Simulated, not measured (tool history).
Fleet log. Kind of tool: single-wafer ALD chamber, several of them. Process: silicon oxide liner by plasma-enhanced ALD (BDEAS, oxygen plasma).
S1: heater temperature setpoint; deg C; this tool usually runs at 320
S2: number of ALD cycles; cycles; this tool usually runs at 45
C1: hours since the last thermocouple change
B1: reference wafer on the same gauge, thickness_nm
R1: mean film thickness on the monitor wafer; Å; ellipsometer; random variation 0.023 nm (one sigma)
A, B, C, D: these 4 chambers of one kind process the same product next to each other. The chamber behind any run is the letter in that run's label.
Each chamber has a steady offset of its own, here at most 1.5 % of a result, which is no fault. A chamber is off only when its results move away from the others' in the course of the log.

{"run": "1C", "hour": 2.7, "S1": 320, "S2": 45, "C1": 633.2, "B1": 4.109, "R1": 40.867}
{"run": "2D", "hour": 5.0, "S1": 320, "S2": 45, "C1": 889.9, "B1": 4.1138, "R1": 40.796}
{"run": "3B", "hour": 9.1, "S1": 320, "S2": 45, "C1": 2352.9, "B1": 4.1083, "R1": 41.047}
{"run": "4A", "hour": 13.0, "S1": 320, "S2": 45, "C1": 1107.3, "B1": 4.1185, "R1": 40.906}
{"hour": 15.4, "done": "chamber B: thermocouple changed; heater temperature recalibrated"}
{"run": "5A", "hour": 17.4, "S1": 320, "S2": 45, "C1": 1111.7, "B1": 4.1099, "R1": 41.333}
{"run": "6B", "hour": 21.9, "S1": 320, "S2": 45, "C1": 6.5, "B1": 4.1095, "R1": 40.536}
{"run": "7D", "hour": 26.0, "S1": 320, "S2": 45, "C1": 910.9, "B1": 4.1131, "R1": 40.561}
{"run": "8C", "hour": 28.5, "S1": 320, "S2": 45, "C1": 659.0, "B1": 4.1127, "R1": 41.01}
{"run": "9A", "hour": 32.5, "S1": 320, "S2": 45, "C1": 1126.8, "B1": 4.1104, "R1": 41.386}
{"run": "10B", "hour": 36.4, "S1": 305, "S2": 41, "C1": 21.0, "B1": 4.1114, "R1": 38.0}
{"run": "11C", "hour": 40.9, "S1": 305, "S2": 41, "C1": 671.4, "B1": 4.108, "R1": 37.907}
{"run": "12D", "hour": 43.7, "S1": 305, "S2": 41, "C1": 928.6, "B1": 4.1172, "R1": 37.83}
{"run": "13A", "hour": 48.9, "S1": 305, "S2": 41, "C1": 1143.2, "B1": 4.1096, "R1": 38.418}
{"run": "14C", "hour": 51.5, "S1": 320, "S2": 45, "C1": 682.0, "B1": 4.1095, "R1": 41.176}
{"run": "15D", "hour": 55.0, "S1": 320, "S2": 45, "C1": 939.9, "B1": 4.1116, "R1": 40.46}
{"run": "16B", "hour": 58.6, "S1": 313, "S2": 45, "C1": 43.2, "B1": 4.1037, "R1": 41.317}
{"run": "17C", "hour": 62.6, "S1": 313, "S2": 45, "C1": 693.1, "B1": 4.1104, "R1": 41.247}
{"run": "18A", "hour": 64.9, "S1": 313, "S2": 45, "C1": 1159.2, "B1": 4.1113, "R1": 41.297}
{"run": "19D", "hour": 68.9, "S1": 313, "S2": 45, "C1": 953.8, "B1": 4.1139, "R1": 41.241}
{"run": "20B", "hour": 73.0, "S1": 320, "S2": 45, "C1": 57.6, "B1": 4.1084, "R1": 41.077}
{"run": "21A", "hour": 75.9, "S1": 320, "S2": 45, "C1": 1170.2, "B1": 4.1065, "R1": 41.283}
{"run": "22C", "hour": 79.7, "S1": 330, "S2": 48, "C1": 710.2, "B1": 4.1089, "R1": 42.606}
{"hour": 84.1, "done": "chamber D: thermocouple changed; heater temperature recalibrated"}
{"run": "23B", "hour": 84.3, "S1": 330, "S2": 48, "C1": 68.9, "B1": 4.113, "R1": 42.922}
{"run": "24D", "hour": 87.9, "S1": 330, "S2": 48, "C1": 3.9, "B1": 4.1099, "R1": 42.75}
{"run": "25B", "hour": 90.6, "S1": 330, "S2": 48, "C1": 75.2, "B1": 4.1111, "R1": 43.337}
{"run": "26C", "hour": 94.5, "S1": 320, "S2": 45, "C1": 725.0, "B1": 4.1077, "R1": 40.798}
{"run": "27D", "hour": 99.2, "S1": 320, "S2": 45, "C1": 15.2, "B1": 4.11, "R1": 40.29}
{"run": "28A", "hour": 101.8, "S1": 320, "S2": 45, "C1": 1196.1, "B1": 4.1096, "R1": 41.464}
{"run": "29C", "hour": 104.8, "S1": 329, "S2": 52, "C1": 735.3, "B1": 4.1054, "R1": 47.043}
{"run": "30D", "hour": 110.0, "S1": 329, "S2": 52, "C1": 26.0, "B1": 4.1082, "R1": 46.62}
{"run": "31A", "hour": 114.4, "S1": 329, "S2": 52, "C1": 1208.7, "B1": 4.1095, "R1": 46.744}
{"run": "32B", "hour": 118.8, "S1": 329, "S2": 52, "C1": 103.4, "B1": 4.1186, "R1": 46.632}
{"run": "33B", "hour": 121.5, "S1": 320, "S2": 45, "C1": 106.1, "B1": 4.1079, "R1": 41.13}
{"run": "34C", "hour": 126.1, "S1": 309, "S2": 53, "C1": 756.6, "B1": 4.1096, "R1": 48.71}
{"run": "35A", "hour": 129.8, "S1": 309, "S2": 53, "C1": 1224.1, "B1": 4.1083, "R1": 49.524}

Which is it: a chamber that has drifted or been left off by a service, a gauge drift common to all chambers, or only each chamber's usual small offset? If a chamber is off, name it and its likeliest cause.

The fleet is healthy, with each chamber sitting at its usual small offset and no drift in the gauge.
